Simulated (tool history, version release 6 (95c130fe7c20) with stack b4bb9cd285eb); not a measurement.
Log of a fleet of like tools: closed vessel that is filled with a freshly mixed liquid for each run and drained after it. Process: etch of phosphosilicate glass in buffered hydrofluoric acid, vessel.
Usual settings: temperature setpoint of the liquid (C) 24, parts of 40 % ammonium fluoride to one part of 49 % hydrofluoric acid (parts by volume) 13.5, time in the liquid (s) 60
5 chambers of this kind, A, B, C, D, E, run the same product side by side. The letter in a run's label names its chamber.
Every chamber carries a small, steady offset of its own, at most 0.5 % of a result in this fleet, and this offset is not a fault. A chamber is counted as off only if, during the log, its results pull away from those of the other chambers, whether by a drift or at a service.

run   hour  temperature setpoint of the liquid (C)  parts of 40 % ammonium fluoride to one part of 49 % hydrofluoric acid (parts by volume)  time in the liquid (s)  hours since the thermometer was replaced  hours since the hydrofluoric acid flow meter was replaced  read-back film thickness of the phosphosilicate glass reference wafer, read on the same gauge (nm)  thickness taken off the phosphosilicate glass on a monitor wafer (nm)
 1A   11.7                                      24                                                                                     13.5                      60                                     182.6                                                      555.9                                                                                              130.01                                                                 203.09
 2B   19.3                                      24                                                                                     13.5                      60                                     508.1                                                     1138.9                                                                                              129.99                                                                 203.98
 3D   31.1                                      24                                                                                     13.5                      60                                     418.4                                                      258.6                                                                                              129.97                                                                 204.57
 4C   37.2                                      24                                                                                     13.5                      60                                     690.7                                                         79                                                                                              130.04                                                                 203.43
 5E     44                                      24                                                                                     13.5                      60                                    1831.2                                                      969.5                                                                                              130.01                                                                 203.41
 6D   54.8                                      24                                                                                     13.5                      60                                     442.1                                                      282.3                                                                                                 130                                                                 203.58
 7A   63.1                                      24                                                                                     13.5                      60                                       234                                                      607.3                                                                                                 130                                                                 203.65
 8B   69.3                                      24                                                                                     13.5                      60                                     558.1                                                     1188.9                                                                                                 130                                                                 202.91
 9C   80.5                                      21                                                                                     13.5                      30                                       734                                                      122.3                                                                                              129.98                                                                 86.605
10E   92.6                                      21                                                                                     13.5                      30                                    1879.8                                                     1018.1                                                                                              130.01                                                                 86.314
11C  100.8                                      21                                                                                     13.5                      30                                     754.3                                                      142.6                                                                                              129.99                                                                 85.696
12D  109.3                                      21                                                                                     13.5                      30                                     496.6                                                      336.8                                                                                              129.98                                                                 86.025
13E  118.5                                      21                                                                                     13.5                      30                                    1905.7                                                       1044                                                                                              130.01                                                                 86.997
14A  125.9                                      24                                                                                     17.5                      45                                     296.8                                                      670.1                                                                                              129.99                                                                  118.8
15B  134.4                                      24                                                                                     17.5                      45                                     623.2                                                       1254                                                                                              130.02                                                                 118.04
16D  141.4                                      24                                                                                     17.5                      45                                     528.7                                                      368.9                                                                                              130.01                                                                  118.4
17E  150.8                                      24                                                                                     17.5                      45                                      1938                                                     1076.3                                                                                              130.02                                                                 118.81
18A  157.5                                      24                                                                                     17.5                      45                                     328.4                                                      701.7                                                                                              130.01                                                                 118.63
19C  165.3                                      24                                                                                     13.5                      60                                     818.8                                                      207.1                                                                                              129.99                                                                 203.96
20B  171.9                                      24                                                                                     13.5                      60                                     660.7                                                     1291.5                                                                                              130.03                                                                 203.61
21B  183.6                                      24                                                                                     13.5                      60                                     672.4                                                     1303.2                                                                                                 130                                                                 205.03
22E  190.3                                      24                                                                                     13.5                      60                                    1977.5                                                     1115.8                                                                                              130.03                                                                 202.98
23D  201.1                                      24                                                                                     13.5                      60                                     588.4                                                      428.6                                                                                              130.01                                                                 207.21
24C  210.1                                      24                                                                                     13.5                      60                                     863.6                                                      251.9                                                                                                 130                                                                 204.38
25A  221.5                                      24                                                                                     13.5                      60                                     392.4                                                      765.7                                                                                                 130                                                                 205.02
26B  230.9                                      24                                                                                     13.5                      60                                     719.7                                                     1350.5                                                                                              129.96                                                                 202.19
27E  239.6                                      24                                                                                     13.5                      60                                    2026.8                                                     1165.1                                                                                              129.99                                                                 204.36
28C  246.6                                      24                                                                                     13.5                      60                                     900.1                                                      288.4                                                                                                 130                                                                 202.74
     255.9  -- chamber D: hydrofluoric acid flow meter replaced
29D  258.7                                      24                                                                                     13.5                      60                                       646                                                        2.8                                                                                                 130                                                                 211.29
30A    268                                      24                                                                                     13.5                      60                                     438.9                                                      812.2                                                                                                 130                                                                 203.37
31A  273.9                                      24                                                                                     13.5                      60                                     444.8                                                      818.1                                                                                              130.02                                                                 204.91
32C  284.8                                      24                                                                                     13.5                      60                                     938.3                                                      326.6                                                                                              129.98                                                                 202.57
33D  290.4                                      24                                                                                     13.5                      60                                     677.7                                                       34.5                                                                                              130.01                                                                 210.23
34B  297.5                                      24                                                                                     13.5                      60                                     786.3                                                     1417.1                                                                                              130.01                                                                 204.74
35E  307.1                                      24                                                                                     13.5                      60                                    2094.3                                                     1232.6                                                                                              130.01                                                                 204.01
36B  318.1                                      24                                                                                       10                      60                                     806.9                                                     1437.7                                                                                              129.99                                                                 273.64
37A  329.6                                      24                                                                                       10                      60                                     500.5                                                      873.8                                                                                              129.96                                                                 272.98
38D  338.5                                      24                                                                                       10                      60                                     725.8                                                       82.6                                                                                              130.02                                                                 287.53
39C  349.2                                      24                                                                                       10                      60                                    1002.7                                                        391                                                                                              129.99                                                                 272.17

Decide between three cases: one chamber stands off from its peers, the gauge reading all wafers drifts, or nothing is wrong past each chamber's small offset. Where a chamber is off, say which and what most likely put it there.

One chamber, D, drifts off from the rest bit by bit.
Most likely cause: liquid hotter than its thermometer reads (K) = 0.953.

Here are 4 candidates for chamber D's next run, each the usual settings with a change, their results left as question marks. Which one brings its results back in line with what the others give on the usual settings?
In line means no further than this from the other chambers' mean on the usual settings: thickness taken off the phosphosilicate glass on a monitor wafer (nm) 2.6
40D-1  357.9                                      23                                                                                     13.5                      60                                                                                                                                                                                                                                                                               ?
40D-2  357.9                                    23.5                                                                                     13.5                      60                                                                                                                                                                                                                                                                               ?
40D-3  357.9                                      25                                                                                     13.5                      60                                                                                                                                                                                                                                                                               ?
40D-4  357.9                                    24.5                                                                                     13.5                      60                                                                                                                                                                                                                                                                               ?

The mean the other chambers reach with the usual settings: thickness taken off the phosphosilicate glass on a monitor wafer (nm) 203.99
  run  thickness taken off the phosphosilicate glass on a monitor wafer (nm)
40D-1                                                                  203.4
40D-2                                                                 209.02
40D-3                                                                 226.84
40D-4                                                                 220.79
40D-1 is the one that brings the chamber's results back in line with the other chambers.
